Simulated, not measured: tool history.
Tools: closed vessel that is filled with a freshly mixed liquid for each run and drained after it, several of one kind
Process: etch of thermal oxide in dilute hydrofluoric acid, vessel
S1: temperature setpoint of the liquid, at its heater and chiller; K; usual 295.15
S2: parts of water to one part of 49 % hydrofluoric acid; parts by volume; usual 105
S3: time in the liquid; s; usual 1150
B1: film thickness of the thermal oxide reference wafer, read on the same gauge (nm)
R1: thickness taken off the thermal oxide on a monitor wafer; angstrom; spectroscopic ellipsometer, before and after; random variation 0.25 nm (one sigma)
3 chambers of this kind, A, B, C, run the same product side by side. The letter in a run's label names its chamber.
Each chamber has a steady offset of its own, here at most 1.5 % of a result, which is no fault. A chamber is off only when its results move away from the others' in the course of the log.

run	hour	S1	S2	S3	B1	R1
1A	7.4	295.15	105	1150	39.999	498.28
2C	17.0	295.15	105	1150	39.982	500.61
3B	29.4	295.15	105	1150	39.983	497.03
4A	36.5	295.15	105	1150	40.013	496.39
5C	46.2	295.15	105	1150	40.014	496.72
6B	52.5	299.65	90	1150	40.007	699.15
7B	63.5	299.65	90	1150	39.990	706.78
8A	71.4	299.65	90	1150	40.011	707.67
9C	77.2	295.15	105	1150	40.012	501.18
10A	85.3	295.15	105	1150	39.990	491.94
11C	92.6	295.15	105	1150	39.986	496.97
12B	102.6	295.15	105	1150	39.995	496.71
13C	113.4	295.15	105	1150	40.003	501.59
14A	121.8	295.15	105	1150	39.990	490.79
15B	133.4	295.15	105	1150	40.004	493.72
16C	144.0	295.15	105	1150	39.989	498.22
17B	150.7	295.15	105	1150	39.982	492.19
18A	156.9	295.15	105	1150	40.026	480.78
19B	166.1	292.15	105	1150	40.001	438.25
20A	176.4	292.15	105	1150	39.992	418.26
21C	183.4	292.15	105	1150	40.005	443.76
22C	191.7	295.15	105	1150	39.969	502.16
23A	199.1	295.15	105	1150	40.005	467.74
24B	209.8	295.15	105	1150	40.008	492.20
25A	216.2	295.15	105	595	40.015	243.18

Is one chamber off against the others, does the gauge drift, or is nothing wrong? If a chamber is off, say which, and what the likeliest cause is.

Chamber A drifts away from the others.
Cause: liquid colder than its thermometer reads (K) = 1.86.
The log may not tell that from: hydrofluoric acid flow below the setpoint (%).

Here are 4 candidates for chamber A's next run, each the usual settings with a change, their results left as question marks. Which one brings its results back in line with what the others give on the usual settings?
In line means no further than this from the other chambers' mean on the usual settings: R1 8.90 angstrom
26A-1	225.1	295.15	110	1085		?
26A-2	225.1	295.15	100	1215		?
26A-3	225.1	295.15	105	1235		?
26A-4	225.1	295.15	105	1075		?

The other chambers' mean on the usual settings: R1 497.29 angstrom
run	R1
26A-1	414.15
26A-2	515.86
26A-3	496.60
26A-4	432.26
26A-3 brings the chamber back in line.

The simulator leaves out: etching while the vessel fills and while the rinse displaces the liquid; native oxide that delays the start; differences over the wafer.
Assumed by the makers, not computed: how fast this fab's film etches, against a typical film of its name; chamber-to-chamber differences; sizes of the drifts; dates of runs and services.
